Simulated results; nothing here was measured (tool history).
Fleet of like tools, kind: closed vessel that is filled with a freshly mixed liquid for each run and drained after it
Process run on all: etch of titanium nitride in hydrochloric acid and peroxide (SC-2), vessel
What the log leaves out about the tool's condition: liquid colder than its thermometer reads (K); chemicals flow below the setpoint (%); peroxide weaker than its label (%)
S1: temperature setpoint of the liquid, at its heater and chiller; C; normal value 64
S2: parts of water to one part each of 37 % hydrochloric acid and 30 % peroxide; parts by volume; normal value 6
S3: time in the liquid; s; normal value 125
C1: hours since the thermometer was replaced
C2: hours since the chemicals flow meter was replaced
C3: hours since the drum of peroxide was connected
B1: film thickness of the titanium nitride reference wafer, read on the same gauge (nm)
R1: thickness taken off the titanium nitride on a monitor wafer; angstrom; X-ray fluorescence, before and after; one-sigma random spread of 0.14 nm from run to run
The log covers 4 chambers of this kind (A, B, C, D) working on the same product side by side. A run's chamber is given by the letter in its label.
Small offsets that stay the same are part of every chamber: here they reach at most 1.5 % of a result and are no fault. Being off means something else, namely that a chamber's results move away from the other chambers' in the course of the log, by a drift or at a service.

| run | day | S1 | S2 | S3 | C1 | C2 | C3 | B1 | R1 |
|---|---|---|---|---|---|---|---|---|---|
| 1A | 0.533 | 64 | 6 | 125 | 980.7 | 172.9 | 136.5 | 29.99 | 155.58 |
| 2D | 0.942 | 64 | 6 | 125 | 2246.1 | 838.1 | 223.4 | 29.994 | 155.28 |
| 3B | 1.404 | 64 | 6 | 125 | 345.5 | 1410.9 | 62.6 | 30.022 | 157.88 |
| 4C | 1.85 | 64 | 6 | 125 | 683.3 | 390.3 | 871.8 | 29.996 | 157.06 |
|  | 1.946 | chamber C: new drum of peroxide connected |
| 5C | 2.292 | 64 | 6 | 125 | 693.9 | 400.9 | 8.3 | 30.022 | 156.68 |
| 6D | 2.542 | 64 | 6 | 125 | 2284.5 | 876.5 | 261.8 | 30.01 | 154.27 |
| 7B | 2.996 | 64 | 6 | 125 | 383.7 | 1449.1 | 100.8 | 29.971 | 155.49 |
|  | 3.071 | chamber D: new drum of peroxide connected |
| 8A | 3.425 | 64 | 6 | 125 | 1050.1 | 242.3 | 205.9 | 30.012 | 153.45 |
| 9B | 3.679 | 64 | 6 | 125 | 400.1 | 1465.5 | 117.2 | 29.982 | 153.18 |
| 10C | 4.175 | 64 | 8.5 | 125 | 739.1 | 446.1 | 53.5 | 29.99 | 120.24 |
| 11D | 4.492 | 64 | 8.5 | 125 | 2331.3 | 923.3 | 34.1 | 29.994 | 118.19 |
| 12A | 4.879 | 64 | 8.5 | 125 | 1085 | 277.2 | 240.8 | 30.023 | 118.73 |
| 13A | 5.317 | 64 | 8.5 | 125 | 1095.5 | 287.7 | 251.3 | 30.02 | 118.98 |
| 14D | 5.671 | 64 | 6 | 125 | 2359.6 | 951.6 | 62.4 | 29.98 | 155.34 |
| 15B | 5.975 | 64 | 6 | 165 | 455.2 | 1520.6 | 172.3 | 29.966 | 202.87 |
| 16C | 6.475 | 64 | 6 | 165 | 794.3 | 501.3 | 108.7 | 30.029 | 204.87 |
|  | 6.842 | chamber A: new drum of peroxide connected |
| 17C | 6.958 | 64 | 6 | 165 | 805.9 | 512.9 | 120.3 | 30.01 | 202.48 |
|  | 7.188 | chamber C: chemicals flow meter replaced |
| 18D | 7.358 | 64 | 6 | 165 | 2400.1 | 992.1 | 102.9 | 29.989 | 202.4 |
|  | 7.812 | chamber A: thermometer replaced |
| 19B | 7.883 | 64 | 6 | 125 | 501 | 1566.4 | 218.1 | 30.003 | 151.03 |
| 20A | 8.217 | 71 | 5 | 125 | 9.7 | 357.3 | 33.1 | 30.007 | 270.78 |
| 21C | 8.658 | 71 | 5 | 125 | 846.7 | 35.3 | 161.1 | 29.997 | 271.45 |
| 22B | 9.05 | 71 | 5 | 125 | 529 | 1594.4 | 246.1 | 30.024 | 263.21 |
| 23D | 9.496 | 71 | 5 | 125 | 2451.4 | 1043.4 | 154.2 | 29.968 | 270.76 |
| 24A | 10.029 | 64 | 7.5 | 100 | 53.2 | 400.8 | 76.6 | 30.006 | 103.21 |
| 25A | 10.392 | 64 | 7.5 | 100 | 61.9 | 409.5 | 85.3 | 30.013 | 104.78 |
| 26B | 10.662 | 64 | 7.5 | 100 | 567.7 | 1633.1 | 284.8 | 30.017 | 100.74 |
| 27C | 11.083 | 64 | 7.5 | 100 | 904.9 | 93.5 | 219.3 | 29.991 | 105.42 |
|  | 11.604 | chamber D: chemicals flow meter replaced |
| 28D | 11.617 | 64 | 6 | 125 | 2502.3 | 0.3 | 205.1 | 29.992 | 156.54 |
| 29B | 11.867 | 64 | 6 | 125 | 596.6 | 1662 | 313.7 | 30.006 | 149.9 |
| 30C | 12.142 | 64 | 6 | 125 | 930.3 | 118.9 | 244.7 | 30.018 | 158.32 |
| 31A | 12.608 | 64 | 6 | 125 | 115.1 | 462.7 | 138.5 | 29.989 | 154.55 |
| 32D | 12.942 | 64 | 6 | 125 | 2534.1 | 32.1 | 236.9 | 30.021 | 155.43 |
| 33B | 13.275 | 64 | 6 | 105 | 630.4 | 1695.8 | 347.5 | 29.977 | 123.42 |
| 34D | 13.667 | 64 | 6 | 105 | 2551.5 | 49.5 | 254.3 | 29.969 | 129.89 |
| 35C | 14.112 | 64 | 6 | 105 | 977.6 | 166.2 | 292 | 30.003 | 132.42 |
| 36A | 14.504 | 64 | 6 | 105 | 160.6 | 508.2 | 184 | 29.99 | 132.49 |
| 37B | 14.783 | 64 | 6 | 125 | 666.6 | 1732 | 383.7 | 29.997 | 146.72 |
|  | 14.962 | chamber D: thermometer replaced |
| 38A | 15.129 | 64 | 6 | 125 | 175.6 | 523.2 | 199 | 29.979 | 155.42 |
| 39D | 15.383 | 64 | 6 | 125 | 10.2 | 90.7 | 295.5 | 30.021 | 154.36 |
| 40C | 15.842 | 64 | 6 | 125 | 1019.1 | 207.7 | 333.5 | 29.977 | 158.4 |
| 41A | 16.279 | 64 | 6 | 125 | 203.2 | 550.8 | 226.6 | 30.027 | 154.05 |

Each of the 4 chambers runs these same settings next. Fill in every chamber's results:
| 42A | 16.662 | 64 | 6 | 125 |  |  |  |  | ? |
| 42B | 16.662 | 64 | 6 | 125 |  |  |  |  | ? |
| 42C | 16.662 | 64 | 6 | 125 |  |  |  |  | ? |
| 42D | 16.662 | 64 | 6 | 125 |  |  |  |  | ? |

| run | R1 |
|---|---|
| 42A | 156.65 |
| 42B | 144.35 |
| 42C | 156.37 |
| 42D | 154.38 |
